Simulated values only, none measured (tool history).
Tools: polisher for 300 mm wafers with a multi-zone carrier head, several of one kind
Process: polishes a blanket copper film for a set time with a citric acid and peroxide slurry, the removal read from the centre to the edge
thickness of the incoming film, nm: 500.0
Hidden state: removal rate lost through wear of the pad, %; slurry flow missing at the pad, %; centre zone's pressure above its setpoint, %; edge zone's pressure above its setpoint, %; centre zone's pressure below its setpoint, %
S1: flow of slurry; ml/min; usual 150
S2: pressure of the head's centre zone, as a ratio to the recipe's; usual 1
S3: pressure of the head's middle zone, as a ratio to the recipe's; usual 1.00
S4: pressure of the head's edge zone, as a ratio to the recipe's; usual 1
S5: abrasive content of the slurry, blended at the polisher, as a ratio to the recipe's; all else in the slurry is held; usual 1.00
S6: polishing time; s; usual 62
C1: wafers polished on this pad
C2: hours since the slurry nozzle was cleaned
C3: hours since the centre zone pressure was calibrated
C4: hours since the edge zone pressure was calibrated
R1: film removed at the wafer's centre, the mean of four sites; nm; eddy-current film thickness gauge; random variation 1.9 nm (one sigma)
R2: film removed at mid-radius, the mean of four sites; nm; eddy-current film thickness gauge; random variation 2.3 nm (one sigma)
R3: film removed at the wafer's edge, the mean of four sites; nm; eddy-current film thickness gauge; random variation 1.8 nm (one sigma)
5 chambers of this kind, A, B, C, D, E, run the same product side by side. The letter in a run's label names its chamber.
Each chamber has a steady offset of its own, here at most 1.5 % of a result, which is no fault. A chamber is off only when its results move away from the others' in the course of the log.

{"run": "1D", "day": 0.546, "S1": 150, "S2": 1, "S3": 1.0, "S4": 1, "S5": 1.0, "S6": 62, "C1": 1129, "C2": 578.4, "C3": 223.9, "C4": 213.0, "R1": 178.16, "R2": 177.91, "R3": 176.12}
{"run": "2B", "day": 1.108, "S1": 150, "S2": 1, "S3": 1.0, "S4": 1, "S5": 1.0, "S6": 62, "C1": 516, "C2": 316.4, "C3": 968.0, "C4": 269.5, "R1": 179.52, "R2": 175.46, "R3": 177.44}
{"run": "3A", "day": 1.571, "S1": 150, "S2": 1, "S3": 1.0, "S4": 1, "S5": 1.0, "S6": 62, "C1": 310, "C2": 351.9, "C3": 527.4, "C4": 438.8, "R1": 177.95, "R2": 177.24, "R3": 179.46}
{"day": 1.575, "done": "chamber D: worn pad replaced by a new one"}
{"day": 1.942, "done": "chamber C: worn pad replaced by a new one"}
{"run": "4C", "day": 1.967, "S1": 150, "S2": 1, "S3": 1.0, "S4": 1, "S5": 1.0, "S6": 62, "C1": 4, "C2": 470.3, "C3": 708.2, "C4": 137.5, "R1": 177.48, "R2": 181.75, "R3": 176.37}
{"run": "5E", "day": 2.354, "S1": 150, "S2": 1, "S3": 1.0, "S4": 1, "S5": 1.0, "S6": 62, "C1": 880, "C2": 395.5, "C3": 757.6, "C4": 614.8, "R1": 178.19, "R2": 174.34, "R3": 179.85}
{"run": "6B", "day": 2.896, "S1": 150, "S2": 1, "S3": 1.0, "S4": 1, "S5": 1.0, "S6": 62, "C1": 799, "C2": 359.3, "C3": 1010.9, "C4": 312.4, "R1": 176.0, "R2": 174.02, "R3": 177.57}
{"run": "7A", "day": 3.538, "S1": 150, "S2": 1, "S3": 1.0, "S4": 1, "S5": 1.0, "S6": 62, "C1": 622, "C2": 399.1, "C3": 574.6, "C4": 486.0, "R1": 179.82, "R2": 181.1, "R3": 176.52}
{"day": 3.579, "done": "chamber E: worn pad replaced by a new one"}
{"day": 3.933, "done": "chamber C: slurry nozzle cleaned"}
{"run": "8C", "day": 3.996, "S1": 150, "S2": 1, "S3": 1.0, "S4": 1, "S5": 1.0, "S6": 62, "C1": 325, "C2": 1.5, "C3": 756.9, "C4": 186.2, "R1": 177.6, "R2": 175.23, "R3": 177.06}
{"run": "9D", "day": 4.475, "S1": 150, "S2": 1, "S3": 1.0, "S4": 1, "S5": 1.0, "S6": 62, "C1": 459, "C2": 672.7, "C3": 318.2, "C4": 307.3, "R1": 182.74, "R2": 177.82, "R3": 177.03}
{"day": 4.488, "done": "chamber B: worn pad replaced by a new one"}
{"run": "10E", "day": 4.929, "S1": 150, "S2": 1, "S3": 1.0, "S4": 1, "S5": 1.0, "S6": 62, "C1": 214, "C2": 457.3, "C3": 819.4, "C4": 676.6, "R1": 181.27, "R2": 182.21, "R3": 180.26}
{"day": 5.538, "done": "chamber A: worn pad replaced by a new one"}
{"run": "11B", "day": 5.617, "S1": 150, "S2": 1, "S3": 1.08, "S4": 1, "S5": 1.0, "S6": 62, "C1": 179, "C2": 424.6, "C3": 1076.2, "C4": 377.7, "R1": 177.3, "R2": 191.0, "R3": 177.56}
{"run": "12C", "day": 5.996, "S1": 150, "S2": 1, "S3": 1.08, "S4": 1, "S5": 1.0, "S6": 62, "C1": 642, "C2": 49.5, "C3": 804.9, "C4": 234.2, "R1": 176.27, "R2": 184.74, "R3": 175.89}
{"run": "13E", "day": 6.6, "S1": 150, "S2": 1, "S3": 1.08, "S4": 1, "S5": 1.0, "S6": 62, "C1": 479, "C2": 497.4, "C3": 859.5, "C4": 716.7, "R1": 179.69, "R2": 187.85, "R3": 178.18}
{"run": "14A", "day": 6.979, "S1": 150, "S2": 1, "S3": 1.08, "S4": 1, "S5": 1.0, "S6": 62, "C1": 228, "C2": 481.7, "C3": 657.2, "C4": 568.6, "R1": 175.86, "R2": 187.57, "R3": 177.74}
{"day": 7.388, "done": "chamber B: centre zone pressure recalibrated"}
{"run": "15D", "day": 7.667, "S1": 150, "S2": 1, "S3": 1.08, "S4": 1, "S5": 1.0, "S6": 62, "C1": 965, "C2": 749.3, "C3": 394.8, "C4": 383.9, "R1": 176.81, "R2": 193.8, "R3": 176.38}
{"day": 7.971, "done": "chamber E: slurry nozzle cleaned"}
{"run": "16B", "day": 8.042, "S1": 150, "S2": 1, "S3": 1.0, "S4": 1, "S5": 1.0, "S6": 62, "C1": 563, "C2": 482.8, "C3": 15.8, "C4": 435.9, "R1": 161.63, "R2": 175.93, "R3": 177.66}
{"run": "17A", "day": 8.362, "S1": 150, "S2": 1, "S3": 1.0, "S4": 1, "S5": 1.0, "S6": 62, "C1": 448, "C2": 514.9, "C3": 690.4, "C4": 601.8, "R1": 176.8, "R2": 177.51, "R3": 175.53}
{"run": "18E", "day": 8.883, "S1": 150, "S2": 1, "S3": 1.0, "S4": 1, "S5": 1.0, "S6": 62, "C1": 841, "C2": 21.9, "C3": 914.3, "C4": 771.5, "R1": 178.24, "R2": 177.78, "R3": 177.68}
{"day": 9.108, "done": "chamber C: worn pad replaced by a new one"}
{"day": 9.171, "done": "chamber E: worn pad replaced by a new one"}
{"run": "19D", "day": 9.412, "S1": 150, "S2": 1, "S3": 1.0, "S4": 1, "S5": 1.0, "S6": 62, "C1": 1242, "C2": 791.2, "C3": 436.7, "C4": 425.8, "R1": 180.6, "R2": 177.61, "R3": 176.86}
{"day": 9.488, "done": "chamber D: worn pad replaced by a new one"}
{"run": "20C", "day": 9.738, "S1": 150, "S2": 1, "S3": 1.05, "S4": 1, "S5": 1.1, "S6": 62, "C1": 100, "C2": 139.3, "C3": 894.7, "C4": 324.0, "R1": 183.63, "R2": 192.41, "R3": 183.13}
{"run": "21C", "day": 10.312, "S1": 150, "S2": 1, "S3": 1.05, "S4": 1, "S5": 1.1, "S6": 62, "C1": 191, "C2": 153.1, "C3": 908.5, "C4": 337.8, "R1": 179.83, "R2": 191.98, "R3": 180.37}
{"day": 10.483, "done": "chamber A: edge zone pressure recalibrated"}
{"day": 10.496, "done": "chamber D: slurry nozzle cleaned"}
{"run": "22B", "day": 10.804, "S1": 150, "S2": 1, "S3": 1.05, "S4": 1, "S5": 1.1, "S6": 62, "C1": 1001, "C2": 549.1, "C3": 82.1, "C4": 502.2, "R1": 162.09, "R2": 187.71, "R3": 182.14}
{"run": "23D", "day": 11.358, "S1": 150, "S2": 1, "S3": 1.05, "S4": 1, "S5": 1.1, "S6": 62, "C1": 296, "C2": 20.7, "C3": 483.4, "C4": 472.5, "R1": 182.41, "R2": 191.6, "R3": 184.96}
{"day": 11.383, "done": "chamber B: worn pad replaced by a new one"}
{"day": 11.675, "done": "chamber A: worn pad replaced by a new one"}
{"run": "24E", "day": 11.696, "S1": 150, "S2": 1, "S3": 1.05, "S4": 1, "S5": 1.1, "S6": 62, "C1": 400, "C2": 89.4, "C3": 981.8, "C4": 839.0, "R1": 181.82, "R2": 186.24, "R3": 182.05}
{"day": 11.817, "done": "chamber C: edge zone pressure recalibrated"}
{"run": "25A", "day": 12.042, "S1": 150, "S2": 1, "S3": 1.0, "S4": 1, "S5": 1.0, "S6": 62, "C1": 58, "C2": 603.2, "C3": 778.7, "C4": 37.4, "R1": 179.42, "R2": 178.48, "R3": 180.12}
{"run": "26E", "day": 12.458, "S1": 150, "S2": 1, "S3": 1.0, "S4": 1, "S5": 1.0, "S6": 62, "C1": 521, "C2": 107.7, "C3": 1000.1, "C4": 857.3, "R1": 176.34, "R2": 171.48, "R3": 179.69}
{"run": "27A", "day": 12.788, "S1": 150, "S2": 1, "S3": 1.0, "S4": 1, "S5": 0.75, "S6": 62, "C1": 176, "C2": 621.1, "C3": 796.6, "C4": 55.3, "R1": 166.29, "R2": 164.3, "R3": 166.29}
{"run": "28B", "day": 13.2, "S1": 150, "S2": 1, "S3": 1.0, "S4": 1, "S5": 0.75, "S6": 62, "C1": 288, "C2": 606.6, "C3": 139.6, "C4": 559.7, "R1": 149.0, "R2": 167.13, "R3": 171.38}
{"run": "29C", "day": 13.679, "S1": 150, "S2": 1, "S3": 1.0, "S4": 1, "S5": 0.75, "S6": 62, "C1": 725, "C2": 233.9, "C3": 989.3, "C4": 44.7, "R1": 166.97, "R2": 170.65, "R3": 167.85}
{"run": "30D", "day": 14.204, "S1": 150, "S2": 1, "S3": 1.0, "S4": 1, "S5": 0.75, "S6": 62, "C1": 747, "C2": 89.0, "C3": 551.7, "C4": 540.8, "R1": 169.32, "R2": 166.65, "R3": 167.0}
{"run": "31B", "day": 14.725, "S1": 150, "S2": 1, "S3": 1.0, "S4": 1, "S5": 0.75, "S6": 62, "C1": 529, "C2": 643.2, "C3": 176.2, "C4": 596.3, "R1": 150.56, "R2": 167.21, "R3": 165.65}
{"day": 15.046, "done": "chamber E: worn pad replaced by a new one"}
{"run": "32E", "day": 15.129, "S1": 150, "S2": 1, "S3": 1.0, "S4": 1, "S5": 1.0, "S6": 62, "C1": 13, "C2": 171.8, "C3": 1064.2, "C4": 921.4, "R1": 177.04, "R2": 180.2, "R3": 182.84}
{"run": "33D", "day": 15.583, "S1": 150, "S2": 1, "S3": 1.0, "S4": 1, "S5": 1.0, "S6": 62, "C1": 966, "C2": 122.1, "C3": 584.8, "C4": 573.9, "R1": 179.81, "R2": 177.83, "R3": 178.74}

Is one chamber off against the others, does the gauge drift, or is nothing wrong? If a chamber is off, say which, and what the likeliest cause is.

A service left chamber B off against the others.
Cause: centre zone's pressure below its setpoint, % = 9.09.

Here are 4 candidates for chamber B's next run, each the usual settings with a change, their results left as question marks. Which one brings its results back in line with what the others give on the usual settings?
In line means no further than this from the other chambers' mean on the usual settings: R1 6.80 nm; R2 8.00 nm; R3 6.10 nm
{"run": "34B-1", "day": 16.083, "S1": 145, "S2": 0.91, "S3": 1.01, "S4": 1.03, "S5": 1.0, "S6": 61, "R1": "?", "R2": "?", "R3": "?"}
{"run": "34B-2", "day": 16.083, "S1": 155, "S2": 1.03, "S3": 1.0, "S4": 0.99, "S5": 1.0, "S6": 62, "R1": "?", "R2": "?", "R3": "?"}
{"run": "34B-3", "day": 16.083, "S1": 145, "S2": 0.97, "S3": 1.0, "S4": 1.01, "S5": 1.0, "S6": 62, "R1": "?", "R2": "?", "R3": "?"}
{"run": "34B-4", "day": 16.083, "S1": 155, "S2": 1.09, "S3": 0.99, "S4": 0.97, "S5": 1.0, "S6": 63, "R1": "?", "R2": "?", "R3": "?"}

The other chambers' mean on the usual settings: R1 178.45 nm; R2 177.39 nm; R3 177.65 nm
run=34B-1 R1=140.49 R2=173.10 R3=178.17
run=34B-2 R1=165.90 R2=176.50 R3=179.01
run=34B-3 R1=153.12 R2=174.27 R3=179.24
run=34B-4 R1=179.23 R2=177.63 R3=179.99
34B-4 brings the chamber back in line.
